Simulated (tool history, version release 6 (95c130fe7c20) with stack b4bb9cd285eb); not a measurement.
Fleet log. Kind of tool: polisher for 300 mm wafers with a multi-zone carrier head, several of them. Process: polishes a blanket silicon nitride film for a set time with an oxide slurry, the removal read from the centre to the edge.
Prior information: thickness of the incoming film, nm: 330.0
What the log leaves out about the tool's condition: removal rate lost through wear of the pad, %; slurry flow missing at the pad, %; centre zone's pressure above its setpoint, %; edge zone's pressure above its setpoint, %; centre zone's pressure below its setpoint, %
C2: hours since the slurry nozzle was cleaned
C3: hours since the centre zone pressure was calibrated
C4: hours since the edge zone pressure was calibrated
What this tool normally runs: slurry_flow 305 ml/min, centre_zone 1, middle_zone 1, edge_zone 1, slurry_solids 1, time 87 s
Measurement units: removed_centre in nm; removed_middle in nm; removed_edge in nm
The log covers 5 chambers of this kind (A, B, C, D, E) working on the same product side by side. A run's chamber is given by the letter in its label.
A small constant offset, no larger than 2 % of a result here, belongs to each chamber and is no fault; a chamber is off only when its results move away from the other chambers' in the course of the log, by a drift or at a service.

{"run": "1B", "hour": 4.2, "slurry_flow": 305, "centre_zone": 1, "middle_zone": 1, "edge_zone": 1, "slurry_solids": 1, "time": 87, "wafers polished on this pad": 55, "C2": 513.1, "C3": 235.8, "C4": 65.2, "removed_centre": 73.866, "removed_middle": 73.679, "removed_edge": 76.022}
{"run": "2A", "hour": 9.5, "slurry_flow": 305, "centre_zone": 1, "middle_zone": 1, "edge_zone": 1, "slurry_solids": 1, "time": 87, "wafers polished on this pad": 544, "C2": 100.6, "C3": 440.6, "C4": 665, "removed_centre": 76.534, "removed_middle": 75.338, "removed_edge": 75.322}
{"run": "3C", "hour": 13.9, "slurry_flow": 305, "centre_zone": 1, "middle_zone": 1, "edge_zone": 1, "slurry_solids": 1, "time": 87, "wafers polished on this pad": 1299, "C2": 483.1, "C3": 572.7, "C4": 343.7, "removed_centre": 75.701, "removed_middle": 74.214, "removed_edge": 76.505}
{"run": "4E", "hour": 16.9, "slurry_flow": 305, "centre_zone": 1, "middle_zone": 1, "edge_zone": 1, "slurry_solids": 1, "time": 87, "wafers polished on this pad": 957, "C2": 89.3, "C3": 637.6, "C4": 812.8, "removed_centre": 76.999, "removed_middle": 73.933, "removed_edge": 75.635}
{"run": "5D", "hour": 20.7, "slurry_flow": 305, "centre_zone": 1, "middle_zone": 1, "edge_zone": 1, "slurry_solids": 0.9, "time": 87, "wafers polished on this pad": 684, "C2": 102.1, "C3": 445.4, "C4": 100.3, "removed_centre": 71.097, "removed_middle": 72.924, "removed_edge": 70.841}
{"hour": 26.2, "done": "chamber C: worn pad replaced by a new one"}
{"run": "6C", "hour": 26.3, "slurry_flow": 305, "centre_zone": 1, "middle_zone": 1, "edge_zone": 1, "slurry_solids": 0.9, "time": 87, "wafers polished on this pad": 0, "C2": 495.5, "C3": 585.1, "C4": 356.1, "removed_centre": 70.726, "removed_middle": 70.514, "removed_edge": 73.477}
{"run": "7A", "hour": 32.5, "slurry_flow": 305, "centre_zone": 1, "middle_zone": 1, "edge_zone": 1, "slurry_solids": 0.9, "time": 87, "wafers polished on this pad": 672, "C2": 123.6, "C3": 463.6, "C4": 688, "removed_centre": 71.835, "removed_middle": 72.937, "removed_edge": 71.007}
{"run": "8E", "hour": 38.0, "slurry_flow": 305, "centre_zone": 1, "middle_zone": 1, "edge_zone": 1, "slurry_solids": 0.9, "time": 87, "wafers polished on this pad": 1075, "C2": 110.4, "C3": 658.7, "C4": 833.9, "removed_centre": 71.976, "removed_middle": 71.704, "removed_edge": 70.799}
{"run": "9B", "hour": 43.4, "slurry_flow": 305, "centre_zone": 1, "middle_zone": 1, "edge_zone": 1, "slurry_solids": 0.9, "time": 87, "wafers polished on this pad": 274, "C2": 552.3, "C3": 275, "C4": 104.4, "removed_centre": 71.244, "removed_middle": 73.242, "removed_edge": 71.841}
{"run": "10D", "hour": 48.7, "slurry_flow": 305, "centre_zone": 1, "middle_zone": 1, "edge_zone": 1, "slurry_solids": 1, "time": 87, "wafers polished on this pad": 841, "C2": 130.1, "C3": 473.4, "C4": 128.3, "removed_centre": 75.566, "removed_middle": 76.443, "removed_edge": 73.954}
{"run": "11D", "hour": 52.2, "slurry_flow": 305, "centre_zone": 0.9, "middle_zone": 1, "edge_zone": 1, "slurry_solids": 1, "time": 87, "wafers polished on this pad": 860, "C2": 133.6, "C3": 476.9, "C4": 131.8, "removed_centre": 65.634, "removed_middle": 76.012, "removed_edge": 73.77}
{"run": "12B", "hour": 55.1, "slurry_flow": 305, "centre_zone": 0.9, "middle_zone": 1, "edge_zone": 1, "slurry_solids": 1, "time": 87, "wafers polished on this pad": 340, "C2": 564, "C3": 286.7, "C4": 116.1, "removed_centre": 67.245, "removed_middle": 74.831, "removed_edge": 75.235}
{"run": "13C", "hour": 60.2, "slurry_flow": 305, "centre_zone": 0.9, "middle_zone": 1, "edge_zone": 1, "slurry_solids": 1, "time": 87, "wafers polished on this pad": 190, "C2": 529.4, "C3": 619, "C4": 390, "removed_centre": 63.507, "removed_middle": 73.64, "removed_edge": 75.334}
{"run": "14E", "hour": 63.5, "slurry_flow": 305, "centre_zone": 0.9, "middle_zone": 1, "edge_zone": 1, "slurry_solids": 1, "time": 87, "wafers polished on this pad": 1218, "C2": 135.9, "C3": 684.2, "C4": 859.4, "removed_centre": 67.857, "removed_middle": 73.604, "removed_edge": 75.099}
{"run": "15A", "hour": 66.2, "slurry_flow": 305, "centre_zone": 0.9, "middle_zone": 1, "edge_zone": 1, "slurry_solids": 1, "time": 87, "wafers polished on this pad": 861, "C2": 157.3, "C3": 497.3, "C4": 721.7, "removed_centre": 66.036, "removed_middle": 76.071, "removed_edge": 75.319}
{"run": "16D", "hour": 70.2, "slurry_flow": 305, "centre_zone": 1, "middle_zone": 1, "edge_zone": 1, "slurry_solids": 1, "time": 87, "wafers polished on this pad": 961, "C2": 151.6, "C3": 494.9, "C4": 149.8, "removed_centre": 74.155, "removed_middle": 75.7, "removed_edge": 74.52}
{"run": "17E", "hour": 74.6, "slurry_flow": 305, "centre_zone": 1, "middle_zone": 1, "edge_zone": 1, "slurry_solids": 1, "time": 87, "wafers polished on this pad": 1280, "C2": 147, "C3": 695.3, "C4": 870.5, "removed_centre": 76.104, "removed_middle": 75.743, "removed_edge": 74.48}
{"run": "18C", "hour": 78.7, "slurry_flow": 305, "centre_zone": 1, "middle_zone": 1, "edge_zone": 1, "slurry_solids": 1, "time": 87, "wafers polished on this pad": 293, "C2": 547.9, "C3": 637.5, "C4": 408.5, "removed_centre": 70.798, "removed_middle": 74.831, "removed_edge": 75.841}
{"run": "19A", "hour": 83.5, "slurry_flow": 305, "centre_zone": 1, "middle_zone": 1, "edge_zone": 1, "slurry_solids": 1, "time": 87, "wafers polished on this pad": 958, "C2": 174.6, "C3": 514.6, "C4": 739, "removed_centre": 74.727, "removed_middle": 73.985, "removed_edge": 75.592}
{"run": "20B", "hour": 88.5, "slurry_flow": 305, "centre_zone": 1, "middle_zone": 1, "edge_zone": 1, "slurry_solids": 1, "time": 87, "wafers polished on this pad": 527, "C2": 597.4, "C3": 320.1, "C4": 149.5, "removed_centre": 74.273, "removed_middle": 76.437, "removed_edge": 75.568}
{"hour": 88.6, "done": "chamber D: centre zone pressure recalibrated"}
{"run": "21A", "hour": 92.7, "slurry_flow": 305, "centre_zone": 1, "middle_zone": 1, "edge_zone": 1, "slurry_solids": 1, "time": 87, "wafers polished on this pad": 1009, "C2": 183.8, "C3": 523.8, "C4": 748.2, "removed_centre": 76.005, "removed_middle": 75.55, "removed_edge": 75.135}
{"run": "22B", "hour": 96.9, "slurry_flow": 305, "centre_zone": 1, "middle_zone": 1, "edge_zone": 1, "slurry_solids": 1, "time": 87, "wafers polished on this pad": 574, "C2": 605.8, "C3": 328.5, "C4": 157.9, "removed_centre": 76.105, "removed_middle": 73.288, "removed_edge": 75.187}
{"run": "23D", "hour": 102.4, "slurry_flow": 305, "centre_zone": 1, "middle_zone": 1, "edge_zone": 1, "slurry_solids": 1, "time": 87, "wafers polished on this pad": 1141, "C2": 183.8, "C3": 13.9, "C4": 182, "removed_centre": 75.63, "removed_middle": 76.292, "removed_edge": 73.993}
{"hour": 105.4, "done": "chamber E: worn pad replaced by a new one"}
{"run": "24C", "hour": 108.6, "slurry_flow": 305, "centre_zone": 1, "middle_zone": 1, "edge_zone": 1, "slurry_solids": 1, "time": 87, "wafers polished on this pad": 461, "C2": 577.8, "C3": 667.4, "C4": 438.4, "removed_centre": 67.623, "removed_middle": 75.481, "removed_edge": 74.582}
{"hour": 112.3, "done": "chamber D: worn pad replaced by a new one"}
{"run": "25E", "hour": 113.4, "slurry_flow": 245, "centre_zone": 1.09, "middle_zone": 1, "edge_zone": 1, "slurry_solids": 1, "time": 87, "wafers polished on this pad": 45, "C2": 185.8, "C3": 734.1, "C4": 909.3, "removed_centre": 81.059, "removed_middle": 73.903, "removed_edge": 74.408}
{"run": "26C", "hour": 117.4, "slurry_flow": 245, "centre_zone": 1.09, "middle_zone": 1, "edge_zone": 1, "slurry_solids": 1, "time": 87, "wafers polished on this pad": 510, "C2": 586.6, "C3": 676.2, "C4": 447.2, "removed_centre": 71.824, "removed_middle": 72.344, "removed_edge": 75.287}
{"run": "27A", "hour": 120.4, "slurry_flow": 245, "centre_zone": 1.09, "middle_zone": 1, "edge_zone": 1, "slurry_solids": 1, "time": 87, "wafers polished on this pad": 1164, "C2": 211.5, "C3": 551.5, "C4": 775.9, "removed_centre": 81.65, "removed_middle": 74.063, "removed_edge": 73.8}
{"run": "28E", "hour": 124.4, "slurry_flow": 245, "centre_zone": 1.09, "middle_zone": 1, "edge_zone": 1, "slurry_solids": 1, "time": 87, "wafers polished on this pad": 106, "C2": 196.8, "C3": 745.1, "C4": 920.3, "removed_centre": 81.335, "removed_middle": 72.591, "removed_edge": 73.658}
{"run": "29D", "hour": 128.9, "slurry_flow": 245, "centre_zone": 1.09, "middle_zone": 1, "edge_zone": 1, "slurry_solids": 1, "time": 87, "wafers polished on this pad": 92, "C2": 210.3, "C3": 40.4, "C4": 208.5, "removed_centre": 80.901, "removed_middle": 73.966, "removed_edge": 72.905}
{"run": "30B", "hour": 133.8, "slurry_flow": 305, "centre_zone": 1, "middle_zone": 1, "edge_zone": 1, "slurry_solids": 1, "time": 87, "wafers polished on this pad": 780, "C2": 642.7, "C3": 365.4, "C4": 194.8, "removed_centre": 73.599, "removed_middle": 74.751, "removed_edge": 74.545}

Has any chamber moved away from the others, gradually or after a service, or does the common gauge drift, or do the chambers differ only by their own small steady offsets? State the chamber and the most likely cause if one applies.

Chamber C drifts away from the others.
Most likely cause: centre zone's pressure below its setpoint, % = 12.2.

Here are 4 candidates for chamber C's next run, each the usual settings with a change, their results left as question marks. Which one brings its results back in line with what the others give on the usual settings?
To be in line, a result may differ from the other chambers' mean on the usual settings by at most: removed_centre 2.6 nm; removed_middle 3.6 nm; removed_edge 2.2 nm
{"run": "31C-1", "hour": 138.3, "slurry_flow": 295, "centre_zone": 0.89, "middle_zone": 1.01, "edge_zone": 1.04, "slurry_solids": 1, "time": 86, "removed_centre": "?", "removed_middle": "?", "removed_edge": "?"}
{"run": "31C-2", "hour": 138.3, "slurry_flow": 310, "centre_zone": 1.05, "middle_zone": 0.99, "edge_zone": 0.98, "slurry_solids": 1, "time": 88, "removed_centre": "?", "removed_middle": "?", "removed_edge": "?"}
{"run": "31C-3", "hour": 138.3, "slurry_flow": 315, "centre_zone": 1.12, "middle_zone": 0.98, "edge_zone": 0.95, "slurry_solids": 1, "time": 89, "removed_centre": "?", "removed_middle": "?", "removed_edge": "?"}
{"run": "31C-4", "hour": 138.3, "slurry_flow": 300, "centre_zone": 0.95, "middle_zone": 1.01, "edge_zone": 1.02, "slurry_solids": 1, "time": 86, "removed_centre": "?", "removed_middle": "?", "removed_edge": "?"}

On the usual settings, the other chambers give on average: removed_centre 75.193 nm; removed_middle 75.434 nm; removed_edge 75.052 nm
run=31C-1 removed_centre=55.865 removed_middle=75.44 removed_edge=75.392
run=31C-2 removed_centre=69.168 removed_middle=76.1 removed_edge=75.046
run=31C-3 removed_centre=75.252 removed_middle=76.342 removed_edge=74.776
run=31C-4 removed_centre=60.244 removed_middle=75.546 removed_edge=74.707
Change 31C-3 lands the chamber within the allowed miss of the other chambers.

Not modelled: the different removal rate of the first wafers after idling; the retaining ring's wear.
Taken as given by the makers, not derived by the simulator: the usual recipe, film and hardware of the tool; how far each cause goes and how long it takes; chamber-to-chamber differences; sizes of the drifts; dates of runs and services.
